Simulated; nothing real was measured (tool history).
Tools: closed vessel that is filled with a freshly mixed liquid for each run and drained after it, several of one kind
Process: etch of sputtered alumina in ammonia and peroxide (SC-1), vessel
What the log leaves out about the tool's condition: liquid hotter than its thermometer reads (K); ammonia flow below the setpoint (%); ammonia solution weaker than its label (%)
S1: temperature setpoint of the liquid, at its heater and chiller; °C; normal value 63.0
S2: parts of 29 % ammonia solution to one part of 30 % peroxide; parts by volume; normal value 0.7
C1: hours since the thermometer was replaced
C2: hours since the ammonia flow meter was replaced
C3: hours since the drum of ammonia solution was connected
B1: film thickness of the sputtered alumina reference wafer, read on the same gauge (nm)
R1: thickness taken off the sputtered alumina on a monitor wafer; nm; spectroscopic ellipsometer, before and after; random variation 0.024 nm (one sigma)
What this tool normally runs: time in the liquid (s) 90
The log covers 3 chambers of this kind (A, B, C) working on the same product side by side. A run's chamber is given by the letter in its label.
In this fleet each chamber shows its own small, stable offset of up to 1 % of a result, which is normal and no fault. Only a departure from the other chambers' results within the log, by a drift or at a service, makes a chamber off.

-- hour=0.6 chamber A: ammonia flow meter replaced
run 1C hour=11.5 | S1=63.0 S2=0.7 time_in_the_liquid_(s)=90 | C1=745.1 C2=224.4 C3=361.0 | B1=29.993 | R1=7.3548
run 2A hour=18.3 | S1=63.0 S2=0.7 time_in_the_liquid_(s)=90 | C1=297.3 C2=17.8 C3=208.2 | B1=29.994 | R1=7.3812
run 3B hour=29.7 | S1=63.0 S2=0.7 time_in_the_liquid_(s)=90 | C1=1933.3 C2=467.3 C3=86.9 | B1=30.015 | R1=7.2505
run 4A hour=35.6 | S1=63.0 S2=0.7 time_in_the_liquid_(s)=90 | C1=314.6 C2=35.1 C3=225.5 | B1=29.976 | R1=7.3668
run 5B hour=45.6 | S1=63.0 S2=0.7 time_in_the_liquid_(s)=90 | C1=1949.2 C2=483.2 C3=102.8 | B1=29.999 | R1=7.2445
run 6C hour=53.6 | S1=56.5 S2=0.7 time_in_the_liquid_(s)=140 | C1=787.2 C2=266.5 C3=403.1 | B1=30.004 | R1=8.2241
-- hour=61.7 chamber A: new drum of ammonia solution connected
run 7B hour=62.7 | S1=56.5 S2=0.7 time_in_the_liquid_(s)=140 | C1=1966.3 C2=500.3 C3=119.9 | B1=30.017 | R1=8.0231
run 8A hour=72.9 | S1=56.5 S2=0.7 time_in_the_liquid_(s)=140 | C1=351.9 C2=72.4 C3=11.3 | B1=29.981 | R1=8.1548
run 9C hour=82.2 | S1=63.0 S2=0.7 time_in_the_liquid_(s)=90 | C1=815.8 C2=295.1 C3=431.7 | B1=29.982 | R1=7.3703
run 10B hour=88.5 | S1=63.0 S2=0.7 time_in_the_liquid_(s)=90 | C1=1992.1 C2=526.1 C3=145.7 | B1=29.997 | R1=7.2925
run 11C hour=99.7 | S1=63.0 S2=0.7 time_in_the_liquid_(s)=90 | C1=833.3 C2=312.6 C3=449.2 | B1=29.972 | R1=7.3460
-- hour=110.0 chamber C: new drum of ammonia solution connected
run 12A hour=110.0 | S1=63.0 S2=0.7 time_in_the_liquid_(s)=90 | C1=389.0 C2=109.5 C3=48.4 | B1=29.993 | R1=7.3926
run 13A hour=116.6 | S1=63.0 S2=0.7 time_in_the_liquid_(s)=90 | C1=395.6 C2=116.1 C3=55.0 | B1=29.982 | R1=7.3805
run 14B hour=127.0 | S1=63.0 S2=0.7 time_in_the_liquid_(s)=90 | C1=2030.6 C2=564.6 C3=184.2 | B1=29.998 | R1=7.2814
run 15C hour=134.9 | S1=63.0 S2=0.7 time_in_the_liquid_(s)=90 | C1=868.5 C2=347.8 C3=25.0 | B1=29.991 | R1=7.3175
run 16B hour=144.8 | S1=63.0 S2=0.7 time_in_the_liquid_(s)=90 | C1=2048.4 C2=582.4 C3=202.0 | B1=30.006 | R1=7.2752
run 17A hour=155.7 | S1=63.0 S2=0.7 time_in_the_liquid_(s)=90 | C1=434.7 C2=155.2 C3=94.1 | B1=29.979 | R1=7.4681
run 18C hour=167.5 | S1=63.0 S2=0.7 time_in_the_liquid_(s)=90 | C1=901.1 C2=380.4 C3=57.6 | B1=29.997 | R1=7.3498
run 19C hour=176.7 | S1=63.0 S2=0.7 time_in_the_liquid_(s)=140 | C1=910.3 C2=389.6 C3=66.8 | B1=29.992 | R1=11.4000
run 20B hour=183.7 | S1=63.0 S2=0.7 time_in_the_liquid_(s)=140 | C1=2087.3 C2=621.3 C3=240.9 | B1=29.995 | R1=11.2830
run 21A hour=195.2 | S1=63.0 S2=0.7 time_in_the_liquid_(s)=140 | C1=474.2 C2=194.7 C3=133.6 | B1=30.009 | R1=11.6900
-- hour=195.6 chamber B: ammonia flow meter replaced
-- hour=201.0 chamber C: ammonia flow meter replaced
run 22C hour=202.7 | S1=63.0 S2=0.7 time_in_the_liquid_(s)=90 | C1=936.3 C2=1.7 C3=92.8 | B1=30.010 | R1=7.3613
run 23A hour=212.2 | S1=63.0 S2=0.7 time_in_the_liquid_(s)=90 | C1=491.2 C2=211.7 C3=150.6 | B1=30.003 | R1=7.5062
run 24B hour=220.4 | S1=63.0 S2=0.7 time_in_the_liquid_(s)=90 | C1=2124.0 C2=24.9 C3=277.6 | B1=30.002 | R1=7.2498
run 25C hour=231.9 | S1=63.0 S2=0.7 time_in_the_liquid_(s)=90 | C1=965.5 C2=30.9 C3=122.0 | B1=30.009 | R1=7.3165
run 26A hour=240.7 | S1=63.0 S2=0.7 time_in_the_liquid_(s)=90 | C1=519.7 C2=240.2 C3=179.1 | B1=29.968 | R1=7.5239
run 27B hour=251.8 | S1=63.0 S2=0.7 time_in_the_liquid_(s)=90 | C1=2155.4 C2=56.3 C3=309.0 | B1=29.993 | R1=7.2556
run 28B hour=263.8 | S1=63.0 S2=0.7 time_in_the_liquid_(s)=90 | C1=2167.4 C2=68.3 C3=321.0 | B1=29.994 | R1=7.2829
run 29A hour=274.0 | S1=63.0 S2=0.7 time_in_the_liquid_(s)=90 | C1=553.0 C2=273.5 C3=212.4 | B1=29.989 | R1=7.5220
run 30C hour=284.1 | S1=63.0 S2=0.7 time_in_the_liquid_(s)=90 | C1=1017.7 C2=83.1 C3=174.2 | B1=29.988 | R1=7.3369

For the next run the whole fleet of 3 chambers uses the same settings. Give each chamber's results:
run 31A hour=293.1 | S1=56.0 S2=0.7 time_in_the_liquid_(s)=90 | R1=?
run 31B hour=293.1 | S1=56.0 S2=0.7 time_in_the_liquid_(s)=90 | R1=?
run 31C hour=293.1 | S1=56.0 S2=0.7 time_in_the_liquid_(s)=90 | R1=?

run=31A R1=5.2692
run=31B R1=5.0494
run=31C R1=5.1671

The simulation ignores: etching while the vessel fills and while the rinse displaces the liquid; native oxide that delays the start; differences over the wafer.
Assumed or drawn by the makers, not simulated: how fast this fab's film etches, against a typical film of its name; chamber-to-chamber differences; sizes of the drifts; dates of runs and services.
